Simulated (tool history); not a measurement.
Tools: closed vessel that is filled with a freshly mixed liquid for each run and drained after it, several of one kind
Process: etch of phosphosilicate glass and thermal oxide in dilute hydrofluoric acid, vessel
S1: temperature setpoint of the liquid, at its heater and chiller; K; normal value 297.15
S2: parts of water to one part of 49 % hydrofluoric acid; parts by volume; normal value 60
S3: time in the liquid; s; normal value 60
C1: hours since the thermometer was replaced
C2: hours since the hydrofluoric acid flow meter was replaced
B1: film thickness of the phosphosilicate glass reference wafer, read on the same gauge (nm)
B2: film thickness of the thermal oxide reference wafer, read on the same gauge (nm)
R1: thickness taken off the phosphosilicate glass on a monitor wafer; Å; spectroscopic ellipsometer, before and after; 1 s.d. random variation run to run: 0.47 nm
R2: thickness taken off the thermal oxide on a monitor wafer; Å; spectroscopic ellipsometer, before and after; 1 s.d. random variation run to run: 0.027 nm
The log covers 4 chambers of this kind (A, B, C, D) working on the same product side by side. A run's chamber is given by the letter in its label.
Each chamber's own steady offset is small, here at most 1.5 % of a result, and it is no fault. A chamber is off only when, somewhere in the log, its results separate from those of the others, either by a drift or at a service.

run 1B hour=14.4 | S1=297.15 S2=60 S3=60 | C1=2006.2 C2=758.2 | B1=39.972 B2=49.99 | R1=1155.2 R2=49.055
run 2C hour=26.4 | S1=297.15 S2=60 S3=60 | C1=1524.3 C2=470.6 | B1=40.013 B2=50.021 | R1=1150.6 R2=49.063
run 3A hour=38 | S1=297.15 S2=60 S3=60 | C1=253.5 C2=762 | B1=39.999 B2=50.026 | R1=1165.8 R2=49.553
run 4D hour=45.6 | S1=297.15 S2=60 S3=60 | C1=527.4 C2=65.5 | B1=39.994 B2=49.989 | R1=1169.2 R2=49.669
run 5A hour=57.7 | S1=297.15 S2=60 S3=60 | C1=273.2 C2=781.7 | B1=40.006 B2=49.997 | R1=1163.8 R2=48.874
run 6B hour=71.1 | S1=297.15 S2=45 S3=60 | C1=2062.9 C2=814.9 | B1=40.008 B2=50.026 | R1=1558.3 R2=66.373
run 7C hour=85.8 | S1=297.15 S2=45 S3=60 | C1=1583.7 C2=530 | B1=39.986 B2=49.988 | R1=1567.7 R2=66.941
run 8D hour=101.9 | S1=297.15 S2=45 S3=60 | C1=583.7 C2=121.8 | B1=39.989 B2=50.032 | R1=1576.4 R2=67.249
run 9D hour=110 | S1=297.15 S2=45 S3=60 | C1=591.8 C2=129.9 | B1=40.01 B2=50.021 | R1=1588.3 R2=67.746
run 10C hour=125.5 | S1=297.15 S2=60 S3=60 | C1=1623.4 C2=569.7 | B1=39.995 B2=49.972 | R1=1145.1 R2=48.684
-- hour=125.9 chamber B: thermometer replaced
run 11B hour=132.8 | S1=297.15 S2=60 S3=60 | C1=7 C2=876.6 | B1=39.965 B2=49.976 | R1=1160.1 R2=49.404
run 12A hour=147.8 | S1=297.15 S2=60 S3=60 | C1=363.3 C2=871.8 | B1=40.003 B2=49.989 | R1=1168.2 R2=48.774
run 13D hour=155.9 | S1=297.15 S2=60 S3=60 | C1=637.7 C2=175.8 | B1=39.994 B2=50.053 | R1=1162.3 R2=49.582
run 14A hour=166.4 | S1=297.15 S2=60 S3=60 | C1=381.9 C2=890.4 | B1=39.974 B2=50.001 | R1=1156.6 R2=49.357
run 15B hour=180.7 | S1=297.15 S2=60 S3=60 | C1=54.9 C2=924.5 | B1=40.017 B2=49.994 | R1=1162.2 R2=49.333
run 16C hour=193.3 | S1=301.15 S2=60 S3=40 | C1=1691.2 C2=637.5 | B1=40.026 B2=49.986 | R1=899.09 R2=38.466
run 17B hour=208.8 | S1=301.15 S2=60 S3=40 | C1=83 C2=952.6 | B1=39.989 B2=49.947 | R1=909.59 R2=38.53
run 18C hour=219 | S1=301.15 S2=60 S3=40 | C1=1716.9 C2=663.2 | B1=39.991 B2=50.027 | R1=899.04 R2=38.119
run 19A hour=228.8 | S1=301.15 S2=60 S3=40 | C1=444.3 C2=952.8 | B1=40.006 B2=49.985 | R1=912.87 R2=38.66
run 20D hour=237.2 | S1=297.15 S2=50 S3=40 | C1=719 C2=257.1 | B1=40.038 B2=50.043 | R1=941.9 R2=40.176
run 21D hour=244.5 | S1=297.15 S2=50 S3=40 | C1=726.3 C2=264.4 | B1=39.994 B2=49.98 | R1=945.54 R2=39.896
run 22A hour=255.2 | S1=297.15 S2=50 S3=40 | C1=470.7 C2=979.2 | B1=40.019 B2=49.963 | R1=941.98 R2=39.981
run 23C hour=265 | S1=297.15 S2=50 S3=40 | C1=1762.9 C2=709.2 | B1=40.026 B2=50.004 | R1=932.26 R2=40.098
run 24B hour=281.3 | S1=301.65 S2=70 S3=60 | C1=155.5 C2=1025.1 | B1=40.024 B2=50.006 | R1=1177.6 R2=50.428
run 25D hour=290 | S1=301.65 S2=70 S3=60 | C1=771.8 C2=309.9 | B1=40.036 B2=49.955 | R1=1168.8 R2=49.666
run 26B hour=303.3 | S1=301.65 S2=70 S3=60 | C1=177.5 C2=1047.1 | B1=39.957 B2=50.031 | R1=1182.1 R2=50.077
run 27A hour=317.1 | S1=301.65 S2=70 S3=60 | C1=532.6 C2=1041.1 | B1=40.039 B2=50 | R1=1179.4 R2=50.595
run 28C hour=327.6 | S1=297.15 S2=60 S3=60 | C1=1825.5 C2=771.8 | B1=39.947 B2=50.039 | R1=1158.1 R2=48.71
run 29B hour=341.5 | S1=297.15 S2=60 S3=60 | C1=215.7 C2=1085.3 | B1=40.026 B2=50.006 | R1=1160.5 R2=49.374
run 30A hour=355.9 | S1=297.15 S2=60 S3=60 | C1=571.4 C2=1079.9 | B1=39.992 B2=49.939 | R1=1167.1 R2=48.966
run 31C hour=369.5 | S1=297.15 S2=60 S3=60 | C1=1867.4 C2=813.7 | B1=39.956 B2=49.988 | R1=1147.9 R2=49.528
run 32D hour=380.8 | S1=297.15 S2=60 S3=60 | C1=862.6 C2=400.7 | B1=40.028 B2=50.013 | R1=1159.1 R2=49.634
run 33A hour=393.9 | S1=297.15 S2=60 S3=60 | C1=609.4 C2=1117.9 | B1=39.956 B2=49.973 | R1=1165 R2=49.464
run 34C hour=404.9 | S1=297.15 S2=60 S3=60 | C1=1902.8 C2=849.1 | B1=39.998 B2=50.021 | R1=1150.8 R2=49.226
run 35D hour=414.6 | S1=297.15 S2=60 S3=60 | C1=896.4 C2=434.5 | B1=39.975 B2=49.99 | R1=1159.6 R2=49.876
run 36B hour=427 | S1=297.15 S2=45 S3=60 | C1=301.2 C2=1170.8 | B1=40.004 B2=49.988 | R1=1570.4 R2=66.811
run 37C hour=434.9 | S1=297.15 S2=45 S3=60 | C1=1932.8 C2=879.1 | B1=40.014 B2=49.977 | R1=1572.8 R2=66.891
run 38D hour=451.3 | S1=297.15 S2=45 S3=60 | C1=933.1 C2=471.2 | B1=40.037 B2=50.007 | R1=1590.8 R2=68.22
run 39A hour=466.4 | S1=297.15 S2=45 S3=60 | C1=681.9 C2=1190.4 | B1=40.021 B2=50.049 | R1=1573.9 R2=66.639
run 40B hour=480.9 | S1=293.65 S2=60 S3=35 | C1=355.1 C2=1224.7 | B1=40.028 B2=50.02 | R1=580.07 R2=24.686
run 41B hour=490.4 | S1=293.65 S2=60 S3=35 | C1=364.6 C2=1234.2 | B1=40.004 B2=49.926 | R1=581.92 R2=25.017

For the next run the whole fleet of 4 chambers uses the same settings. Give each chamber's results:
run 42A hour=502.1 | S1=297.15 S2=60 S3=60 | R1=? R2=?
run 42B hour=502.1 | S1=297.15 S2=60 S3=60 | R1=? R2=?
run 42C hour=502.1 | S1=297.15 S2=60 S3=60 | R1=? R2=?
run 42D hour=502.1 | S1=297.15 S2=60 S3=60 | R1=? R2=?

run=42A R1=1163.2 R2=48.868
run=42B R1=1160 R2=49.213
run=42C R1=1156 R2=49.222
run=42D R1=1156.4 R2=49.533
